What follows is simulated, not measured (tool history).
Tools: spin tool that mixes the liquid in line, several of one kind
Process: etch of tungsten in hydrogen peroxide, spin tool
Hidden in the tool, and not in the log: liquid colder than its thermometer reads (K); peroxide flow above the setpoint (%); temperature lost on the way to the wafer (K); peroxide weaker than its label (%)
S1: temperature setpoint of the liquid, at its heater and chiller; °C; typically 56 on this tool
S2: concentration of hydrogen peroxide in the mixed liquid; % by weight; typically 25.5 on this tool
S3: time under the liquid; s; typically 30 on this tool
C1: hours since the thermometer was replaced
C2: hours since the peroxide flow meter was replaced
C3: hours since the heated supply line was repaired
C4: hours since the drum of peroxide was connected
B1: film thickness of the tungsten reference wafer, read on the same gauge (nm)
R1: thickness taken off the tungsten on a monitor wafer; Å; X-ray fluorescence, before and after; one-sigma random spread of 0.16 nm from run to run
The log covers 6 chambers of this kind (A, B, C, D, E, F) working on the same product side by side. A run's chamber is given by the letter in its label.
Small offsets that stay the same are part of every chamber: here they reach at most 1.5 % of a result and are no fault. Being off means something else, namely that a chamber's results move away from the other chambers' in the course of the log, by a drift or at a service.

run 1E day=0.608 | S1=56 S2=25.5 S3=30 | C1=248.0 C2=938.0 C3=768.9 C4=384.7 | B1=30.023 | R1=409.89
run 2C day=1.100 | S1=56 S2=25.5 S3=30 | C1=1611.4 C2=342.7 C3=957.5 C4=383.6 | B1=30.007 | R1=409.87
run 3F day=1.442 | S1=56 S2=25.5 S3=30 | C1=172.8 C2=273.1 C3=2102.1 C4=367.4 | B1=29.993 | R1=410.74
run 4D day=1.746 | S1=56 S2=25.5 S3=30 | C1=967.3 C2=1475.5 C3=2097.8 C4=189.6 | B1=30.016 | R1=413.64
-- day=2.017 chamber D: peroxide flow meter replaced
run 5A day=2.262 | S1=56 S2=25.5 S3=30 | C1=831.7 C2=969.4 C3=294.9 C4=188.6 | B1=29.990 | R1=405.41
run 6B day=2.792 | S1=56 S2=25.5 S3=30 | C1=1019.8 C2=265.5 C3=1494.2 C4=698.1 | B1=30.011 | R1=414.57
run 7A day=3.358 | S1=56 S2=25.5 S3=15 | C1=858.0 C2=995.7 C3=321.2 C4=214.9 | B1=29.981 | R1=204.53
run 8D day=4.004 | S1=56 S2=25.5 S3=15 | C1=1021.5 C2=47.7 C3=2152.0 C4=243.8 | B1=29.988 | R1=208.17
-- day=4.042 chamber B: new drum of peroxide connected
run 9B day=4.308 | S1=56 S2=25.5 S3=15 | C1=1056.2 C2=301.9 C3=1530.6 C4=6.4 | B1=29.955 | R1=204.58
run 10F day=4.967 | S1=56 S2=25.5 S3=15 | C1=257.4 C2=357.7 C3=2186.7 C4=452.0 | B1=30.001 | R1=205.65
run 11E day=5.558 | S1=56 S2=25.5 S3=15 | C1=366.8 C2=1056.8 C3=887.7 C4=503.5 | B1=30.005 | R1=203.55
-- day=6.000 chamber E: new drum of peroxide connected
run 12C day=6.133 | S1=56 S2=25.5 S3=15 | C1=1732.2 C2=463.5 C3=1078.3 C4=504.4 | B1=30.019 | R1=205.37
run 13E day=6.700 | S1=56 S2=25.5 S3=30 | C1=394.2 C2=1084.2 C3=915.1 C4=16.9 | B1=30.033 | R1=409.83
run 14A day=7.358 | S1=56 S2=25.5 S3=30 | C1=954.0 C2=1091.7 C3=417.2 C4=310.9 | B1=29.977 | R1=405.66
run 15D day=7.962 | S1=56 S2=25.5 S3=30 | C1=1116.5 C2=142.7 C3=2247.0 C4=338.8 | B1=30.016 | R1=416.01
run 16C day=8.583 | S1=56 S2=25.5 S3=30 | C1=1791.0 C2=522.3 C3=1137.1 C4=563.2 | B1=30.007 | R1=408.89
run 17F day=9.092 | S1=56 S2=25.5 S3=30 | C1=356.4 C2=456.7 C3=2285.7 C4=551.0 | B1=30.004 | R1=408.76
run 18B day=9.462 | S1=56 S2=25.5 S3=30 | C1=1179.9 C2=425.6 C3=1654.3 C4=130.1 | B1=29.999 | R1=414.45
run 19A day=9.825 | S1=56 S2=25.5 S3=30 | C1=1013.2 C2=1150.9 C3=476.4 C4=370.1 | B1=29.988 | R1=397.18
run 20F day=10.304 | S1=56 S2=25.5 S3=30 | C1=385.5 C2=485.8 C3=2314.8 C4=580.1 | B1=30.010 | R1=412.52
run 21E day=10.788 | S1=56 S2=25.5 S3=30 | C1=492.3 C2=1182.3 C3=1013.2 C4=115.0 | B1=30.004 | R1=409.61
run 22C day=11.262 | S1=56 S2=25.5 S3=30 | C1=1855.3 C2=586.6 C3=1201.4 C4=627.5 | B1=29.996 | R1=408.05
run 23D day=11.900 | S1=56 S2=25.5 S3=30 | C1=1211.0 C2=237.2 C3=2341.5 C4=433.3 | B1=29.995 | R1=414.72
run 24B day=12.246 | S1=56 S2=25.5 S3=30 | C1=1246.7 C2=492.4 C3=1721.1 C4=196.9 | B1=30.012 | R1=417.33
-- day=12.579 chamber B: thermometer replaced
run 25D day=12.746 | S1=56 S2=25.5 S3=15 | C1=1231.3 C2=257.5 C3=2361.8 C4=453.6 | B1=29.992 | R1=206.39
run 26F day=13.246 | S1=56 S2=25.5 S3=15 | C1=456.1 C2=556.4 C3=2385.4 C4=650.7 | B1=30.001 | R1=205.15
-- day=13.538 chamber F: new drum of peroxide connected
run 27C day=13.542 | S1=56 S2=25.5 S3=15 | C1=1910.0 C2=641.3 C3=1256.1 C4=682.2 | B1=30.036 | R1=204.29
run 28E day=13.875 | S1=56 S2=25.5 S3=15 | C1=566.4 C2=1256.4 C3=1087.3 C4=189.1 | B1=30.001 | R1=202.97
run 29B day=14.175 | S1=56 S2=25.5 S3=15 | C1=38.3 C2=538.7 C3=1767.4 C4=243.2 | B1=29.979 | R1=207.51
run 30A day=14.812 | S1=56 S2=25.5 S3=15 | C1=1132.9 C2=1270.6 C3=596.1 C4=489.8 | B1=29.992 | R1=197.53
run 31E day=15.117 | S1=56 S2=25.5 S3=30 | C1=596.2 C2=1286.2 C3=1117.1 C4=218.9 | B1=30.027 | R1=408.11
-- day=15.342 chamber B: heated supply line repaired
run 32F day=15.421 | S1=56 S2=25.5 S3=30 | C1=508.3 C2=608.6 C3=2437.6 C4=45.2 | B1=29.987 | R1=411.40
run 33C day=15.796 | S1=56 S2=25.5 S3=30 | C1=1964.1 C2=695.4 C3=1310.2 C4=736.3 | B1=29.993 | R1=408.65
run 34A day=16.275 | S1=56 S2=25.5 S3=30 | C1=1168.0 C2=1305.7 C3=631.2 C4=524.9 | B1=29.998 | R1=389.79
run 35D day=16.767 | S1=56 S2=25.5 S3=30 | C1=1327.8 C2=354.0 C3=2458.3 C4=550.1 | B1=29.997 | R1=414.21
-- day=17.267 chamber B: peroxide flow meter replaced
run 36B day=17.412 | S1=56 S2=30.0 S3=30 | C1=116.0 C2=3.5 C3=49.7 C4=320.9 | B1=29.989 | R1=449.16
run 37A day=17.883 | S1=56 S2=30.0 S3=30 | C1=1206.6 C2=1344.3 C3=669.8 C4=563.5 | B1=29.995 | R1=422.78

One chamber off, gauge drift, or nothing amiss beyond the chambers' own small offsets? If it is a chamber, which one, and what is the likeliest cause?

One chamber, A, drifts off from the rest bit by bit.
Likeliest cause: liquid colder than its thermometer reads (K) = 0.851.
It could be hard to tell apart here from: peroxide flow below the setpoint (%); temperature lost on the way to the wafer (K); peroxide weaker than its label (%).

Chamber A could run next with any of the 4 candidate recipes listed below; each alters the usual settings, and their results appear as question marks. Which one brings its results back in line with what the other chambers deliver on the usual settings?
In-line tolerance around the mean of the other chambers on the usual settings: R1 5.80 Å
run 38A-1 day=18.358 | S1=57.0 S2=25.5 S3=30 | R1=?
run 38A-2 day=18.358 | S1=55.0 S2=25.5 S3=30 | R1=?
run 38A-3 day=18.358 | S1=56.5 S2=25.5 S3=30 | R1=?
run 38A-4 day=18.358 | S1=55.5 S2=25.5 S3=30 | R1=?

The other chambers' mean on the usual settings: R1 411.30 Å
run=38A-1 R1=410.45
run=38A-2 R1=363.96
run=38A-3 R1=398.53
run=38A-4 R1=375.17
Change 38A-1 lands the chamber within the allowed miss of the other chambers.
